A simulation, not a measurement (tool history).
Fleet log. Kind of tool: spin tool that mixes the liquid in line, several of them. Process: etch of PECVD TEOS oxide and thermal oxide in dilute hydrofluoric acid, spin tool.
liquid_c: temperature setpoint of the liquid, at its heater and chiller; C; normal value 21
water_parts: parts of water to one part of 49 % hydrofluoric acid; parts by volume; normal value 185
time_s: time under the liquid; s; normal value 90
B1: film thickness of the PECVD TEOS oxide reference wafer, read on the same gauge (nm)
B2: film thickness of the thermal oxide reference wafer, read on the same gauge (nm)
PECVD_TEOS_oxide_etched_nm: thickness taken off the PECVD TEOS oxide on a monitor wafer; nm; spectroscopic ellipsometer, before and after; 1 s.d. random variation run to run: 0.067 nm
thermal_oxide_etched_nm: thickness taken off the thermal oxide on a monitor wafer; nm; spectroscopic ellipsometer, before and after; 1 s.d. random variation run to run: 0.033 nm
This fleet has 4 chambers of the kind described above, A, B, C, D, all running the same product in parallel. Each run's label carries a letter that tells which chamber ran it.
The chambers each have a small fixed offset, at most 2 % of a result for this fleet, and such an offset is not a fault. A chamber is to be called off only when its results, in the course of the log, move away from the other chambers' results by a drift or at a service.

run 1A hour=4.1 | liquid_c=21 water_parts=185 time_s=90 | B1=50.008 B2=29.99 | PECVD_TEOS_oxide_etched_nm=7.4526 thermal_oxide_etched_nm=1.7774
run 2D hour=9.6 | liquid_c=21 water_parts=185 time_s=90 | B1=49.996 B2=29.988 | PECVD_TEOS_oxide_etched_nm=7.6232 thermal_oxide_etched_nm=1.8273
run 3B hour=13.6 | liquid_c=21 water_parts=185 time_s=90 | B1=50.004 B2=29.995 | PECVD_TEOS_oxide_etched_nm=7.6995 thermal_oxide_etched_nm=1.849
run 4C hour=16.2 | liquid_c=21 water_parts=185 time_s=90 | B1=49.997 B2=29.997 | PECVD_TEOS_oxide_etched_nm=7.5186 thermal_oxide_etched_nm=1.7409
run 5A hour=20.4 | liquid_c=21 water_parts=185 time_s=90 | B1=50.011 B2=29.975 | PECVD_TEOS_oxide_etched_nm=7.6663 thermal_oxide_etched_nm=1.7612
run 6B hour=25.7 | liquid_c=21 water_parts=185 time_s=90 | B1=50.004 B2=30.007 | PECVD_TEOS_oxide_etched_nm=7.5185 thermal_oxide_etched_nm=1.7512
run 7D hour=29.4 | liquid_c=21 water_parts=135 time_s=140 | B1=49.992 B2=29.996 | PECVD_TEOS_oxide_etched_nm=17.146 thermal_oxide_etched_nm=3.9868
run 8C hour=33.1 | liquid_c=21 water_parts=135 time_s=140 | B1=49.975 B2=29.995 | PECVD_TEOS_oxide_etched_nm=16.712 thermal_oxide_etched_nm=3.9414
run 9D hour=37.7 | liquid_c=21 water_parts=135 time_s=140 | B1=50.006 B2=29.997 | PECVD_TEOS_oxide_etched_nm=17.023 thermal_oxide_etched_nm=4.0482
run 10B hour=43.1 | liquid_c=21 water_parts=135 time_s=140 | B1=49.992 B2=30.012 | PECVD_TEOS_oxide_etched_nm=17.192 thermal_oxide_etched_nm=3.8395
run 11C hour=48.1 | liquid_c=21 water_parts=185 time_s=90 | B1=49.992 B2=29.997 | PECVD_TEOS_oxide_etched_nm=7.5494 thermal_oxide_etched_nm=1.7719
run 12A hour=53.5 | liquid_c=21 water_parts=185 time_s=90 | B1=50.006 B2=30.013 | PECVD_TEOS_oxide_etched_nm=7.5879 thermal_oxide_etched_nm=1.7869
run 13C hour=57.5 | liquid_c=21 water_parts=185 time_s=90 | B1=50 B2=30.003 | PECVD_TEOS_oxide_etched_nm=7.5347 thermal_oxide_etched_nm=1.781
run 14A hour=60.5 | liquid_c=21 water_parts=185 time_s=90 | B1=50.01 B2=29.988 | PECVD_TEOS_oxide_etched_nm=7.5385 thermal_oxide_etched_nm=1.7973
run 15D hour=63.4 | liquid_c=21 water_parts=185 time_s=90 | B1=50.012 B2=30.009 | PECVD_TEOS_oxide_etched_nm=7.5594 thermal_oxide_etched_nm=1.8446
run 16B hour=68.7 | liquid_c=21 water_parts=185 time_s=90 | B1=50.012 B2=29.984 | PECVD_TEOS_oxide_etched_nm=7.598 thermal_oxide_etched_nm=1.8077
run 17A hour=73 | liquid_c=21 water_parts=185 time_s=90 | B1=49.998 B2=29.996 | PECVD_TEOS_oxide_etched_nm=7.5164 thermal_oxide_etched_nm=1.8243
run 18C hour=77.9 | liquid_c=21 water_parts=260 time_s=90 | B1=49.994 B2=30 | PECVD_TEOS_oxide_etched_nm=4.962 thermal_oxide_etched_nm=1.1468
-- hour=78.6 chamber A: thermometer replaced
run 19B hour=82.7 | liquid_c=21 water_parts=260 time_s=90 | B1=50.009 B2=29.983 | PECVD_TEOS_oxide_etched_nm=4.9418 thermal_oxide_etched_nm=1.1674
run 20D hour=88 | liquid_c=21 water_parts=260 time_s=90 | B1=49.999 B2=30.002 | PECVD_TEOS_oxide_etched_nm=5.0044 thermal_oxide_etched_nm=1.1724
run 21A hour=91 | liquid_c=21 water_parts=260 time_s=90 | B1=50.013 B2=29.994 | PECVD_TEOS_oxide_etched_nm=5.0635 thermal_oxide_etched_nm=1.187
run 22C hour=93.8 | liquid_c=21 water_parts=185 time_s=90 | B1=49.986 B2=30.006 | PECVD_TEOS_oxide_etched_nm=7.4578 thermal_oxide_etched_nm=1.7495
run 23B hour=97.4 | liquid_c=21 water_parts=185 time_s=90 | B1=50.003 B2=29.984 | PECVD_TEOS_oxide_etched_nm=7.6392 thermal_oxide_etched_nm=1.7561
run 24D hour=100.1 | liquid_c=21 water_parts=185 time_s=90 | B1=49.978 B2=30 | PECVD_TEOS_oxide_etched_nm=7.583 thermal_oxide_etched_nm=1.8258
run 25B hour=104 | liquid_c=21 water_parts=185 time_s=90 | B1=49.997 B2=30.008 | PECVD_TEOS_oxide_etched_nm=7.5226 thermal_oxide_etched_nm=1.8451
run 26C hour=107.7 | liquid_c=21 water_parts=185 time_s=90 | B1=49.997 B2=29.987 | PECVD_TEOS_oxide_etched_nm=7.5705 thermal_oxide_etched_nm=1.7564
run 27A hour=110.2 | liquid_c=21 water_parts=185 time_s=90 | B1=50.01 B2=30.003 | PECVD_TEOS_oxide_etched_nm=7.7185 thermal_oxide_etched_nm=1.8109
run 28D hour=112.7 | liquid_c=21 water_parts=185 time_s=90 | B1=50.006 B2=29.979 | PECVD_TEOS_oxide_etched_nm=7.5813 thermal_oxide_etched_nm=1.7274
run 29B hour=116.3 | liquid_c=21 water_parts=185 time_s=90 | B1=49.994 B2=29.994 | PECVD_TEOS_oxide_etched_nm=7.632 thermal_oxide_etched_nm=1.7992
run 30A hour=119 | liquid_c=21 water_parts=185 time_s=90 | B1=50.01 B2=30 | PECVD_TEOS_oxide_etched_nm=7.6887 thermal_oxide_etched_nm=1.7532
run 31D hour=121.4 | liquid_c=19.5 water_parts=185 time_s=110 | B1=50.004 B2=30.001 | PECVD_TEOS_oxide_etched_nm=8.6736 thermal_oxide_etched_nm=2.0518
run 32C hour=125.7 | liquid_c=19.5 water_parts=185 time_s=110 | B1=49.997 B2=29.996 | PECVD_TEOS_oxide_etched_nm=8.6246 thermal_oxide_etched_nm=2.062
run 33D hour=130.7 | liquid_c=19.5 water_parts=185 time_s=110 | B1=49.991 B2=30.009 | PECVD_TEOS_oxide_etched_nm=8.8308 thermal_oxide_etched_nm=2.0479
run 34B hour=135.5 | liquid_c=19.5 water_parts=185 time_s=110 | B1=50.001 B2=30.004 | PECVD_TEOS_oxide_etched_nm=8.8547 thermal_oxide_etched_nm=2.0625
run 35C hour=139.5 | liquid_c=21 water_parts=185 time_s=90 | B1=50.021 B2=30 | PECVD_TEOS_oxide_etched_nm=7.4635 thermal_oxide_etched_nm=1.7864
run 36A hour=143.7 | liquid_c=21 water_parts=185 time_s=90 | B1=50.012 B2=29.995 | PECVD_TEOS_oxide_etched_nm=7.6636 thermal_oxide_etched_nm=1.8442
run 37A hour=147.9 | liquid_c=21 water_parts=185 time_s=90 | B1=49.988 B2=30.004 | PECVD_TEOS_oxide_etched_nm=7.5644 thermal_oxide_etched_nm=1.827
run 38D hour=152.8 | liquid_c=21 water_parts=185 time_s=90 | B1=50.001 B2=29.981 | PECVD_TEOS_oxide_etched_nm=7.5205 thermal_oxide_etched_nm=1.8548
run 39C hour=156.9 | liquid_c=21 water_parts=185 time_s=90 | B1=50.002 B2=29.993 | PECVD_TEOS_oxide_etched_nm=7.5837 thermal_oxide_etched_nm=1.77
run 40B hour=161.7 | liquid_c=21 water_parts=185 time_s=90 | B1=50.001 B2=30.003 | PECVD_TEOS_oxide_etched_nm=7.7514 thermal_oxide_etched_nm=1.7703
run 41B hour=164.5 | liquid_c=21 water_parts=185 time_s=90 | B1=49.995 B2=29.997 | PECVD_TEOS_oxide_etched_nm=7.6023 thermal_oxide_etched_nm=1.7979
run 42C hour=169.2 | liquid_c=25.5 water_parts=115 time_s=90 | B1=50.002 B2=29.993 | PECVD_TEOS_oxide_etched_nm=15.923 thermal_oxide_etched_nm=3.7067
run 43A hour=172.4 | liquid_c=25.5 water_parts=115 time_s=90 | B1=49.991 B2=29.993 | PECVD_TEOS_oxide_etched_nm=15.72 thermal_oxide_etched_nm=3.7335

Is one chamber off against the others, does the gauge drift, or is nothing wrong? If a chamber is off, say which, and what the likeliest cause is.

Nothing is wrong: each chamber keeps only its own small, steady offset and the gauge holds still.
